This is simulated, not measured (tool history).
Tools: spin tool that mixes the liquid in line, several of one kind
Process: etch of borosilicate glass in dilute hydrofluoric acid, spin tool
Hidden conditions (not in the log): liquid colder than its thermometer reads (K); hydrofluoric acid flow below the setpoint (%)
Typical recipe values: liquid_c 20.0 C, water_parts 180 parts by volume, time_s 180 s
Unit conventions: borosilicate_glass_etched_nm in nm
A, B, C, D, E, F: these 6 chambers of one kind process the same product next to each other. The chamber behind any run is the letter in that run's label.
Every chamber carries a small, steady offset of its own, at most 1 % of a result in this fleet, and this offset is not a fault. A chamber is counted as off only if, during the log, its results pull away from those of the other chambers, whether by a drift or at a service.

run   hour  liquid_c  water_parts  time_s  hours since the thermometer was replaced  hours since the hydrofluoric acid flow meter was replaced  read-back film thickness of the borosilicate glass reference wafer, read on the same gauge (nm)  borosilicate_glass_etched_nm
       3.1  -- chamber A: hydrofluoric acid flow meter replaced
 1A    6.1      20.0          180     180                                    1259.2                                                        3.1                                                                                           89.985                        25.844
 2C   11.9      20.0          180     180                                    1414.0                                                      653.8                                                                                           89.987                        26.106
 3E   20.8      20.0          180     180                                     199.0                                                      576.8                                                                                           89.970                        25.774
 4D   28.6      20.0          180     180                                    1706.2                                                      227.6                                                                                           90.002                        25.956
 5B   34.7      20.0          180     180                                     350.4                                                     1084.0                                                                                           89.987                        25.719
 6F   41.0      20.0          180     180                                     273.5                                                      529.6                                                                                           90.007                        25.776
 7B   52.2      20.0          120     140                                     367.9                                                     1101.5                                                                                           90.021                        32.115
 8D   57.7      20.0          120     140                                    1735.3                                                      256.7                                                                                           89.997                        32.232
 9A   69.4      20.0          120     140                                    1322.5                                                       66.4                                                                                           90.034                        32.206
10E   80.0      20.0          120     140                                     258.2                                                      636.0                                                                                           89.980                        32.812
11C   86.9      20.0          120     140                                    1489.0                                                      728.8                                                                                           89.987                        32.262
12F   97.5      20.0          120     140                                     330.0                                                      586.1                                                                                           89.984                        32.403
      98.2  -- chamber B: hydrofluoric acid flow meter replaced
13E  104.1      20.0          180     180                                     282.3                                                      660.1                                                                                           89.994                        25.539
14D  112.3      20.0          180     180                                    1789.9                                                      311.3                                                                                           89.965                        25.550
15F  119.4      20.0          180     180                                     351.9                                                      608.0                                                                                           90.010                        25.761
     125.4  -- chamber F: hydrofluoric acid flow meter replaced
16A  127.9      20.0          180     180                                    1381.0                                                      124.9                                                                                           90.007                        26.124
17B  137.2      20.0          180     180                                     452.9                                                       39.0                                                                                           89.984                        25.512
18C  148.6      20.0          180     180                                    1550.7                                                      790.5                                                                                           89.999                        25.983
19A  159.4      20.0          180     235                                    1412.5                                                      156.4                                                                                           90.017                        33.408
20F  165.9      20.0          180     235                                     398.4                                                       40.6                                                                                           90.003                        33.727
21B  172.4      20.0          180     235                                     488.1                                                       74.2                                                                                           89.988                        33.532
22D  181.3      20.0          180     235                                    1858.9                                                      380.3                                                                                           90.031                        33.053
23E  187.7      20.0          180     235                                     365.9                                                      743.7                                                                                           90.001                        34.184
24C  198.0      20.0          180     235                                    1600.1                                                      839.9                                                                                           90.032                        33.557
25A  203.9      20.0          180     180                                    1457.0                                                      200.9                                                                                           89.986                        25.748
26B  212.6      20.0          180     180                                     528.3                                                      114.4                                                                                           90.012                        25.747
27E  220.9      20.0          180     180                                     399.1                                                      776.9                                                                                           90.017                        26.070
28F  231.6      24.5          180     180                                     464.1                                                      106.3                                                                                           89.975                        31.152
29C  242.0      24.5          180     180                                    1644.1                                                      883.9                                                                                           90.007                        30.722
30D  253.4      24.5          180     180                                    1931.0                                                      452.4                                                                                           89.992                        29.457
     256.8  -- chamber F: thermometer replaced
31A  262.7      24.5          180     180                                    1515.8                                                      259.7                                                                                           89.994                        30.522
32F  272.0      24.5          180     180                                      15.3                                                      146.7                                                                                           89.974                        30.748
33D  281.0      24.5          180     180                                    1958.6                                                      480.0                                                                                           90.012                        29.603
34E  290.1      20.0          180     180                                     468.3                                                      846.1                                                                                           89.995                        25.527
35C  296.6      20.0          180     180                                    1698.7                                                      938.5                                                                                           90.003                        25.607
36B  307.7      20.0          180     180                                     623.4                                                      209.5                                                                                           89.994                        25.873
37A  318.8      20.0          180     180                                    1571.9                                                      315.8                                                                                           90.010                        25.607
38F  325.9      20.0          180     180                                      69.2                                                      200.6                                                                                           89.997                        25.724
39C  334.1      20.0          180     180                                    1736.2                                                      976.0                                                                                           89.970                        25.788
40B  340.5      20.0          180     180                                     656.2                                                      242.3                                                                                           89.995                        25.725
41D  351.5      20.0          180     180                                    2029.1                                                      550.5                                                                                           89.991                        24.566
42E  360.7      20.0          180     180                                     538.9                                                      916.7                                                                                           89.988                        25.899
43C  367.1      24.0          130     180                                    1769.2                                                     1009.0                                                                                           90.000                        43.952

For the next run the whole fleet of 6 chambers uses the same settings. Give each chamber's results:
44A  375.7      20.0          180     180                                                                                                                                                                                                                                   ?
44B  375.7      20.0          180     180                                                                                                                                                                                                                                   ?
44C  375.7      20.0          180     180                                                                                                                                                                                                                                   ?
44D  375.7      20.0          180     180                                                                                                                                                                                                                                   ?
44E  375.7      20.0          180     180                                                                                                                                                                                                                                   ?
44F  375.7      20.0          180     180                                                                                                                                                                                                                                   ?

run  borosilicate_glass_etched_nm
44A                        26.018
44B                        25.516
44C                        25.933
44D                        23.723
44E                        25.788
44F                        26.292
